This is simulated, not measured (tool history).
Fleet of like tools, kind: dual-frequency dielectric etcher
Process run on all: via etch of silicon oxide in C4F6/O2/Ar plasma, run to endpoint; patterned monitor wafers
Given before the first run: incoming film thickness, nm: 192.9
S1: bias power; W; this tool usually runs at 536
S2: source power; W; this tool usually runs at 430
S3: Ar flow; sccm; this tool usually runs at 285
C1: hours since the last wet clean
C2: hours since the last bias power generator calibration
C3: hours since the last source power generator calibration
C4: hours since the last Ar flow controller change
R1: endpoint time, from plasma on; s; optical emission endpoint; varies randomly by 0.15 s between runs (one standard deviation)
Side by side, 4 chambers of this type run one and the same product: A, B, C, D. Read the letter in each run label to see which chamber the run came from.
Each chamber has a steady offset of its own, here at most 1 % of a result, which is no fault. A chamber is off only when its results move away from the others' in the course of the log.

{"run": "1C", "hour": 3.3, "S1": 536, "S2": 430, "S3": 285, "C1": 137.0, "C2": 988.5, "C3": 1777.9, "C4": 3825.6, "R1": 40.188}
{"run": "2B", "hour": 7.9, "S1": 536, "S2": 430, "S3": 285, "C1": 152.6, "C2": 1616.7, "C3": 706.9, "C4": 398.3, "R1": 39.998}
{"run": "3D", "hour": 13.6, "S1": 536, "S2": 430, "S3": 285, "C1": 450.4, "C2": 1374.6, "C3": 183.6, "C4": 5107.7, "R1": 40.109}
{"run": "4A", "hour": 20.8, "S1": 536, "S2": 430, "S3": 285, "C1": 295.5, "C2": 279.6, "C3": 1755.9, "C4": 1399.8, "R1": 40.008}
{"run": "5D", "hour": 26.6, "S1": 536, "S2": 430, "S3": 285, "C1": 463.4, "C2": 1387.6, "C3": 196.6, "C4": 5120.7, "R1": 39.746}
{"run": "6A", "hour": 33.3, "S1": 601, "S2": 430, "S3": 241, "C1": 308.0, "C2": 292.1, "C3": 1768.4, "C4": 1412.3, "R1": 37.867}
{"run": "7B", "hour": 39.0, "S1": 601, "S2": 430, "S3": 241, "C1": 183.7, "C2": 1647.8, "C3": 738.0, "C4": 429.4, "R1": 37.802}
{"run": "8C", "hour": 42.3, "S1": 601, "S2": 430, "S3": 241, "C1": 176.0, "C2": 1027.5, "C3": 1816.9, "C4": 3864.6, "R1": 38.225}
{"run": "9D", "hour": 48.6, "S1": 601, "S2": 430, "S3": 241, "C1": 485.4, "C2": 1409.6, "C3": 218.6, "C4": 5142.7, "R1": 37.342}
{"run": "10C", "hour": 54.3, "S1": 592, "S2": 430, "S3": 285, "C1": 188.0, "C2": 1039.5, "C3": 1828.9, "C4": 3876.6, "R1": 38.977}
{"hour": 57.4, "done": "chamber D: wet clean of the chamber"}
{"run": "11B", "hour": 61.6, "S1": 592, "S2": 430, "S3": 285, "C1": 206.3, "C2": 1670.4, "C3": 760.6, "C4": 452.0, "R1": 38.599}
{"run": "12A", "hour": 68.4, "S1": 592, "S2": 430, "S3": 285, "C1": 343.1, "C2": 327.2, "C3": 1803.5, "C4": 1447.4, "R1": 38.796}
{"hour": 73.3, "done": "chamber D: Ar flow controller replaced"}
{"run": "13C", "hour": 74.4, "S1": 592, "S2": 430, "S3": 285, "C1": 208.1, "C2": 1059.6, "C3": 1849.0, "C4": 3896.7, "R1": 38.931}
{"run": "14D", "hour": 80.7, "S1": 536, "S2": 430, "S3": 285, "C1": 23.4, "C2": 1441.7, "C3": 250.7, "C4": 7.4, "R1": 39.732}
{"run": "15A", "hour": 86.1, "S1": 536, "S2": 430, "S3": 285, "C1": 360.8, "C2": 344.9, "C3": 1821.2, "C4": 1465.1, "R1": 40.145}
{"run": "16B", "hour": 93.4, "S1": 536, "S2": 430, "S3": 285, "C1": 238.1, "C2": 1702.2, "C3": 792.4, "C4": 483.8, "R1": 40.163}
{"run": "17D", "hour": 100.7, "S1": 536, "S2": 430, "S3": 285, "C1": 43.4, "C2": 1461.7, "C3": 270.7, "C4": 27.4, "R1": 39.817}
{"run": "18A", "hour": 106.4, "S1": 626, "S2": 430, "S3": 314, "C1": 381.1, "C2": 365.2, "C3": 1841.5, "C4": 1485.4, "R1": 38.346}
{"run": "19B", "hour": 111.7, "S1": 626, "S2": 430, "S3": 314, "C1": 256.4, "C2": 1720.5, "C3": 810.7, "C4": 502.1, "R1": 38.053}
{"run": "20C", "hour": 118.8, "S1": 626, "S2": 430, "S3": 314, "C1": 252.5, "C2": 1104.0, "C3": 1893.4, "C4": 3941.1, "R1": 38.917}
{"run": "21D", "hour": 122.1, "S1": 626, "S2": 430, "S3": 314, "C1": 64.8, "C2": 1483.1, "C3": 292.1, "C4": 48.8, "R1": 37.727}
{"run": "22A", "hour": 127.8, "S1": 536, "S2": 360, "S3": 333, "C1": 402.5, "C2": 386.6, "C3": 1862.9, "C4": 1506.8, "R1": 43.942}
{"run": "23C", "hour": 131.1, "S1": 536, "S2": 360, "S3": 333, "C1": 264.8, "C2": 1116.3, "C3": 1905.7, "C4": 3953.4, "R1": 44.278}
{"run": "24B", "hour": 136.8, "S1": 536, "S2": 360, "S3": 333, "C1": 281.5, "C2": 1745.6, "C3": 835.8, "C4": 527.2, "R1": 43.627}
{"run": "25B", "hour": 143.6, "S1": 536, "S2": 360, "S3": 333, "C1": 288.3, "C2": 1752.4, "C3": 842.6, "C4": 534.0, "R1": 43.691}
{"run": "26D", "hour": 149.9, "S1": 536, "S2": 430, "S3": 285, "C1": 92.6, "C2": 1510.9, "C3": 319.9, "C4": 76.6, "R1": 39.909}
{"run": "27A", "hour": 154.3, "S1": 536, "S2": 430, "S3": 331, "C1": 429.0, "C2": 413.1, "C3": 1889.4, "C4": 1533.3, "R1": 40.813}
{"run": "28C", "hour": 157.9, "S1": 536, "S2": 430, "S3": 331, "C1": 291.6, "C2": 1143.1, "C3": 1932.5, "C4": 3980.2, "R1": 41.82}
{"run": "29A", "hour": 165.2, "S1": 536, "S2": 430, "S3": 331, "C1": 439.9, "C2": 424.0, "C3": 1900.3, "C4": 1544.2, "R1": 41.061}
{"run": "30B", "hour": 169.4, "S1": 536, "S2": 430, "S3": 331, "C1": 314.1, "C2": 1778.2, "C3": 868.4, "C4": 559.8, "R1": 40.638}
{"run": "31D", "hour": 176.5, "S1": 536, "S2": 430, "S3": 285, "C1": 119.2, "C2": 1537.5, "C3": 346.5, "C4": 103.2, "R1": 40.005}
{"hour": 182.3, "done": "chamber A: wet clean of the chamber"}
{"run": "32C", "hour": 182.4, "S1": 536, "S2": 430, "S3": 285, "C1": 316.1, "C2": 1167.6, "C3": 1957.0, "C4": 4004.7, "R1": 40.981}
{"run": "33C", "hour": 187.6, "S1": 536, "S2": 430, "S3": 285, "C1": 321.3, "C2": 1172.8, "C3": 1962.2, "C4": 4009.9, "R1": 40.98}
{"run": "34A", "hour": 194.4, "S1": 536, "S2": 430, "S3": 285, "C1": 12.1, "C2": 453.2, "C3": 1929.5, "C4": 1573.4, "R1": 39.893}
{"run": "35B", "hour": 199.5, "S1": 536, "S2": 430, "S3": 285, "C1": 344.2, "C2": 1808.3, "C3": 898.5, "C4": 589.9, "R1": 39.908}
{"hour": 204.2, "done": "chamber C: Ar flow controller replaced"}
{"run": "36D", "hour": 206.2, "S1": 536, "S2": 430, "S3": 285, "C1": 148.9, "C2": 1567.2, "C3": 376.2, "C4": 132.9, "R1": 39.813}
{"run": "37C", "hour": 209.7, "S1": 536, "S2": 430, "S3": 285, "C1": 343.4, "C2": 1194.9, "C3": 1984.3, "C4": 5.5, "R1": 41.054}
{"run": "38D", "hour": 216.1, "S1": 536, "S2": 430, "S3": 285, "C1": 158.8, "C2": 1577.1, "C3": 386.1, "C4": 142.8, "R1": 39.522}
{"run": "39B", "hour": 219.7, "S1": 536, "S2": 430, "S3": 285, "C1": 364.4, "C2": 1828.5, "C3": 918.7, "C4": 610.1, "R1": 40.189}
{"run": "40A", "hour": 224.0, "S1": 536, "S2": 430, "S3": 285, "C1": 41.7, "C2": 482.8, "C3": 1959.1, "C4": 1603.0, "R1": 40.131}
{"run": "41A", "hour": 228.9, "S1": 536, "S2": 430, "S3": 285, "C1": 46.6, "C2": 487.7, "C3": 1964.0, "C4": 1607.9, "R1": 40.293}
{"run": "42D", "hour": 232.2, "S1": 536, "S2": 430, "S3": 285, "C1": 174.9, "C2": 1593.2, "C3": 402.2, "C4": 158.9, "R1": 39.735}

Does one chamber stand apart from the rest, does the shared gauge drift, or is all well apart from small per-chamber offsets? Give the chamber and the most likely cause, where there is one.

Little by little, chamber C moves away from the other chambers.
What lies behind it: etch rate under this chamber's usual, % = 2.46.

Chamber C could run next with any of the 4 candidate recipes listed below; each alters the usual settings, and their results appear as question marks. Which one brings its results back in line with what the other chambers deliver on the usual settings?
To be in line, a result may differ from the other chambers' mean on the usual settings by at most: R1 0.530 s
{"run": "43C-1", "hour": 237.6, "S1": 493, "S2": 430, "S3": 285, "R1": "?"}
{"run": "43C-2", "hour": 237.6, "S1": 527, "S2": 430, "S3": 285, "R1": "?"}
{"run": "43C-3", "hour": 237.6, "S1": 540, "S2": 430, "S3": 284, "R1": "?"}
{"run": "43C-4", "hour": 237.6, "S1": 536, "S2": 430, "S3": 209, "R1": "?"}

Other chambers, usual settings, mean: R1 40.057 s
run=43C-1 R1=42.425
run=43C-2 R1=41.391
run=43C-3 R1=41.001
run=43C-4 R1=39.736
The answer is 43C-4, which returns the chamber to within the allowed miss of the others.
